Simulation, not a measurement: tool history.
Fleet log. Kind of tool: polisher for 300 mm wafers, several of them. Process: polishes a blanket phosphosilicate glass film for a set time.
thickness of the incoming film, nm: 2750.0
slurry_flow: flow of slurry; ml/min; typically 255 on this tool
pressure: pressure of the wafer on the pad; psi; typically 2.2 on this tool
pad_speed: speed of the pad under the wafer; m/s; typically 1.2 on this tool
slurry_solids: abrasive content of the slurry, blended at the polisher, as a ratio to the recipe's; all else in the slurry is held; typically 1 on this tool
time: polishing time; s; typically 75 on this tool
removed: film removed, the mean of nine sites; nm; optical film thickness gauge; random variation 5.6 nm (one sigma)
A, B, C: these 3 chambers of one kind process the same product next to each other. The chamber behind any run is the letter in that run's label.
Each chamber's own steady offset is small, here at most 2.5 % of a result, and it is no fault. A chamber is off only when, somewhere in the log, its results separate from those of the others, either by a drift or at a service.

Run 1C, hour 4.2: usual settings. Result: removed 525.48 nm.
Run 2B, hour 10.5: usual settings. Result: removed 514.96 nm.
Run 3A, hour 15.1: usual settings. Result: removed 526.97 nm.
At hour 17.4: chamber B: worn pad replaced by a new one.
Run 4A, hour 18.5: usual settings. Result: removed 527.70 nm.
Run 5C, hour 24.4: usual settings. Result: removed 540.95 nm.
Run 6B, hour 30.5: usual settings. Result: removed 518.80 nm.
Run 7A, hour 36.2: usual settings. Result: removed 521.05 nm.
Run 8C, hour 39.1: usual settings. Result: removed 531.09 nm.
Run 9B, hour 44.9: usual settings. Result: removed 520.49 nm.
Run 10B, hour 48.8: usual settings. Result: removed 524.14 nm.
At hour 51.0: chamber A: worn pad replaced by a new one.
Run 11A, hour 52.4: usual settings. Result: removed 519.42 nm.
At hour 52.9: chamber A: head pressure recalibrated.
Run 12C, hour 58.0: usual settings. Result: removed 535.11 nm.
At hour 58.9: chamber C: slurry blender recalibrated.
At hour 61.1: chamber A: slurry nozzle cleaned.
Run 13C, hour 62.3: usual settings. Result: removed 534.15 nm.
Run 14B, hour 65.6: usual settings. Result: removed 515.01 nm.
Run 15A, hour 71.1: usual settings. Result: removed 526.58 nm.
At hour 74.3: chamber B: slurry nozzle cleaned.
Run 16A, hour 75.4: usual settings but pressure 1.6 psi. Result: removed 381.67 nm.
Run 17B, hour 80.2: usual settings but pressure 1.6 psi. Result: removed 379.12 nm.
Run 18C, hour 83.4: usual settings but pressure 1.6 psi. Result: removed 386.93 nm.
Run 19B, hour 86.9: usual settings. Result: removed 517.18 nm.
Run 20C, hour 89.9: usual settings. Result: removed 531.53 nm.
At hour 92.3: chamber A: conditioning disc replaced and pad reconditioned.
Run 21A, hour 95.0: usual settings. Result: removed 525.22 nm.
Run 22B, hour 99.9: usual settings. Result: removed 520.56 nm.
Run 23C, hour 104.8: usual settings. Result: removed 532.40 nm.
Run 24A, hour 109.6: usual settings but slurry_flow 310 ml/min, time 89 s. Result: removed 640.00 nm.
At hour 112.9: chamber B: conditioning disc replaced and pad reconditioned.
Run 25B, hour 115.3: usual settings but slurry_flow 310 ml/min, time 89 s. Result: removed 631.17 nm.
Run 26A, hour 120.3: usual settings but slurry_flow 310 ml/min, time 89 s. Result: removed 646.07 nm.
Run 27C, hour 125.7: usual settings. Result: removed 524.42 nm.
Run 28A, hour 129.3: usual settings. Result: removed 531.61 nm.
At hour 131.0: chamber A: worn pad replaced by a new one.
Run 29B, hour 134.2: usual settings. Result: removed 510.35 nm.
Run 30C, hour 137.9: usual settings. Result: removed 532.01 nm.
At hour 138.6: chamber C: worn pad replaced by a new one.
Run 31C, hour 144.3: usual settings. Result: removed 533.01 nm.
Run 32B, hour 149.9: usual settings. Result: removed 518.24 nm.
Run 33A, hour 152.9: usual settings. Result: removed 524.53 nm.
Run 34A, hour 155.7: usual settings. Result: removed 529.74 nm.
At hour 155.8: chamber B: worn pad replaced by a new one.
Run 35C, hour 160.8: usual settings. Result: removed 520.82 nm.
At hour 162.0: chamber C: slurry nozzle cleaned.
Run 36B, hour 164.5: usual settings. Result: removed 516.41 nm.
Run 37A, hour 168.1: usual settings. Result: removed 521.59 nm.
Run 38C, hour 171.2: usual settings. Result: removed 534.04 nm.
Run 39B, hour 174.3: usual settings. Result: removed 509.91 nm.
Run 40C, hour 178.6: usual settings. Result: removed 534.23 nm.
Run 41A, hour 182.0: usual settings but slurry_flow 190 ml/min. Result: removed 507.81 nm.
Run 42B, hour 187.4: usual settings but slurry_flow 190 ml/min. Result: removed 493.73 nm.
Run 43C, hour 190.3: usual settings but slurry_flow 190 ml/min. Result: removed 508.72 nm.
Run 44B, hour 194.5: usual settings but pressure 2.6 psi. Result: removed 607.40 nm.

Has any chamber moved away from the others, gradually or after a service, or does the common gauge drift, or do the chambers differ only by their own small steady offsets? State the chamber and the most likely cause if one applies.

All chambers stay in line apart from their small fixed offsets, and the gauge does not drift.
